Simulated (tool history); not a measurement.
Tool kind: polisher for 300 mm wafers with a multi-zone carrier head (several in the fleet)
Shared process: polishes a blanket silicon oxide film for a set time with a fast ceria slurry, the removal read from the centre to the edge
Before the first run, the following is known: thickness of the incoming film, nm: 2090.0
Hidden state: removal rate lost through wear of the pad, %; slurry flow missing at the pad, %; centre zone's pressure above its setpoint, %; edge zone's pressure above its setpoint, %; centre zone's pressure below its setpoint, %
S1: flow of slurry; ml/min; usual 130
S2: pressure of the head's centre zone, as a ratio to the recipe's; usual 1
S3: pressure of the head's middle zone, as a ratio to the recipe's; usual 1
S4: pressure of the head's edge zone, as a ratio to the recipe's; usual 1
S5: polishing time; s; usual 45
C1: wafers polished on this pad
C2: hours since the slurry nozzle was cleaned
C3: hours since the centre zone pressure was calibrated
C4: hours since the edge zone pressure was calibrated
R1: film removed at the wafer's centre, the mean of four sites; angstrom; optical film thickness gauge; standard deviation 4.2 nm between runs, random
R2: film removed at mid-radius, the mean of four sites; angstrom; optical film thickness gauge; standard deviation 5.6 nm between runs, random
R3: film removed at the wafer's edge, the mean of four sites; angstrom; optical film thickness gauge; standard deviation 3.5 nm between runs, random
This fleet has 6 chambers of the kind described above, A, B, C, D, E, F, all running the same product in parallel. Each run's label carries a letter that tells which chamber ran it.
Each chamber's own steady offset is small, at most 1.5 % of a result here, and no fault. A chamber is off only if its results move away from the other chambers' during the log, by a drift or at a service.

run	hour	S1	S2	S3	S4	S5	C1	C2	C3	C4	R1	R2	R3
# hour 8.5: chamber C: worn pad replaced by a new one
# hour 11.7: chamber B: worn pad replaced by a new one
1E	13.1	130	1	1	1	45	162	774.8	975.7	796	5072.4	4986.6	5049.9
2A	26	130	1	1	1	45	747	513.8	218.5	304.3	4898.7	4928.8	4928.3
3D	36.7	130	1	1	1	45	819	297.2	262.6	177.5	5023.6	5081	5023
4C	46.4	130	1	1	1	45	354	350.5	325.8	246.5	5044.7	4981.6	5054.2
5B	57.5	130	1	1	1	45	428	412.4	123.4	59.5	5043.2	5151.7	5051.9
# hour 59.6: chamber F: worn pad replaced by a new one
6F	70	130	1	1	1	45	97	234.4	562.2	120.1	5013.2	4891.7	5017.9
7F	78.9	130	1	1	1	45	180	243.3	571.1	129	4935	4998.4	5031
# hour 79.1: chamber E: slurry nozzle cleaned
8E	92	130	1	1	1	45	899	12.9	1054.6	874.9	5054.6	4920.1	4998.1
# hour 103.8: chamber E: worn pad replaced by a new one
9A	107.7	130	0.9	1	1	45	1509	595.5	300.2	386	4468.3	5024.9	5029.1
# hour 111.6: chamber A: worn pad replaced by a new one
10B	121	130	0.9	1	1	45	1020	475.9	186.9	123	4440.5	5028.4	5059.2
# hour 121.3: chamber D: worn pad replaced by a new one
11D	128.9	130	0.9	1	1	45	71	389.4	354.8	269.7	4580	5010.5	5023.9
# hour 133.4: chamber A: edge zone pressure recalibrated
12C	142.6	130	0.9	1	1	45	1252	446.7	422	342.7	4412.6	4970.8	5095.3
# hour 143.3: chamber C: slurry nozzle cleaned
13C	156.8	130	0.9	1	1	45	1384	13.5	436.2	356.9	4397.8	5083.7	5039.1
14E	165.4	130	0.9	1	1	45	575	86.3	1128	948.3	4510	5033.6	5035.7
# hour 167.5: chamber C: worn pad replaced by a new one
# hour 170.2: chamber F: worn pad replaced by a new one
# hour 173.4: chamber B: worn pad replaced by a new one
# hour 174.7: chamber A: slurry nozzle cleaned
# hour 179.1: chamber F: centre zone pressure recalibrated
15D	180.7	130	1	1	1	45	554	441.2	406.6	321.5	5078	4995.6	5025.1
16A	192.4	130	1	1	1	45	754	17.7	384.9	59	5009.4	4878	5067.4
17F	206.2	130	1	1	1	45	336	370.6	27.2	256.3	5006.5	4906	5022
# hour 208.1: chamber B: slurry nozzle cleaned
# hour 209.3: chamber E: worn pad replaced by a new one
18B	214.6	130	1	1	1	45	385	6.5	280.5	216.6	5039.8	4873.7	5073.1
19F	224.1	130	1	1	1	45	503	388.5	45.1	274.2	5011	5003.5	5034.5
20E	233	130	1	1	1	45	221	153.9	1195.6	1015.9	5028	4922.4	5070.9
21D	248.1	130	1	1	1	45	1183	508.6	474	388.9	4970.2	5041.7	5137.8
# hour 258.8: chamber E: centre zone pressure recalibrated
22C	259.8	130	1	1	1	45	862	116.5	539.2	459.9	4987.8	4986	5029.8
# hour 263.9: chamber F: worn pad replaced by a new one
23A	266.9	130	1	1	1	45	1450	92.2	459.4	133.5	4957.1	5058.4	4999.9
# hour 281.1: chamber D: worn pad replaced by a new one
24B	282.3	130	1	1	1	45	1017	74.2	348.2	284.3	4958.2	5034.9	5028.5
# hour 284.8: chamber B: edge zone pressure recalibrated
25B	289.5	130	1	1	1	45	1084	81.4	355.4	4.7	5031.7	4951.3	5027.6
# hour 290.9: chamber F: slurry nozzle cleaned
# hour 292.2: chamber A: centre zone pressure recalibrated
# hour 292.3: chamber A: worn pad replaced by a new one
26C	296.5	130	1	1	1	45	1204	153.2	575.9	496.6	5066.8	5081.4	5093.5
# hour 299.7: chamber C: centre zone pressure recalibrated
# hour 302.5: chamber C: worn pad replaced by a new one
27D	311.2	130	1	1	1	45	281	571.7	537.1	452	4843.2	5075.8	5080.4
# hour 316.4: chamber B: worn pad replaced by a new one
28E	322.8	130	1	1	1	45	1060	243.7	64.1	1105.7	5029.4	5059.1	5083.3
# hour 323.7: chamber E: worn pad replaced by a new one
29A	337.7	130	1	1	1	45	424	163	45.6	204.3	4987.2	5042.8	4999.1
30F	347.5	130	1	1	1	45	781	56.7	168.5	397.6	5080.1	4937.9	4998
31F	358.6	130	1	1	1	45	884	67.8	179.6	408.7	5044.7	4977.5	5043
32A	368.8	130	1	1	1	45	714	194.1	76.7	235.4	4968.8	4982.4	4948.9
33B	382.6	130	1	1	1	45	618	174.5	448.5	97.8	4978.8	5057.4	5059.8
34D	394.3	130	1	1	1	45	1057	654.8	620.2	535.1	4746.4	4941.9	5068.8
35E	403.3	130	1	1	1	45	743	324.2	144.6	1186.2	4985.6	4998.2	5054.2
# hour 416.3: chamber D: worn pad replaced by a new one
36C	418	130	1	1	1	45	1078	274.7	118.4	618.1	5019.4	5071.5	5054
37C	431.6	130	1	1	1	45	1205	288.3	132	631.7	4993.1	5116.2	5045.7
# hour 440.1: chamber E: worn pad replaced by a new one
38B	445.8	130	1	1	1	45	1208	237.7	511.7	161	5061.2	4961.7	5084.6
39D	455.4	130	1	1	1.1	60	365	715.9	681.3	596.2	6102.3	6610.1	7128.9
40E	463.7	130	1	1	1.1	60	221	384.6	205	1246.6	6686.4	6632.3	7063.2

All 6 chambers run these settings next. Forecast each chamber's results:
41A	475.1	130	0.91	1	1	45					?	?	?
41B	475.1	130	0.91	1	1	45					?	?	?
41C	475.1	130	0.91	1	1	45					?	?	?
41D	475.1	130	0.91	1	1	45					?	?	?
41E	475.1	130	0.91	1	1	45					?	?	?
41F	475.1	130	0.91	1	1	45					?	?	?

run	R1	R2	R3
41A	4416.3	4991.5	4939
41B	4555.8	4985.2	5095.2
41C	4471	5053.1	5031.3
41D	4101.1	4998	5118.9
41E	4550.3	5047.6	5065.1
41F	4493.2	5082.9	5038.6
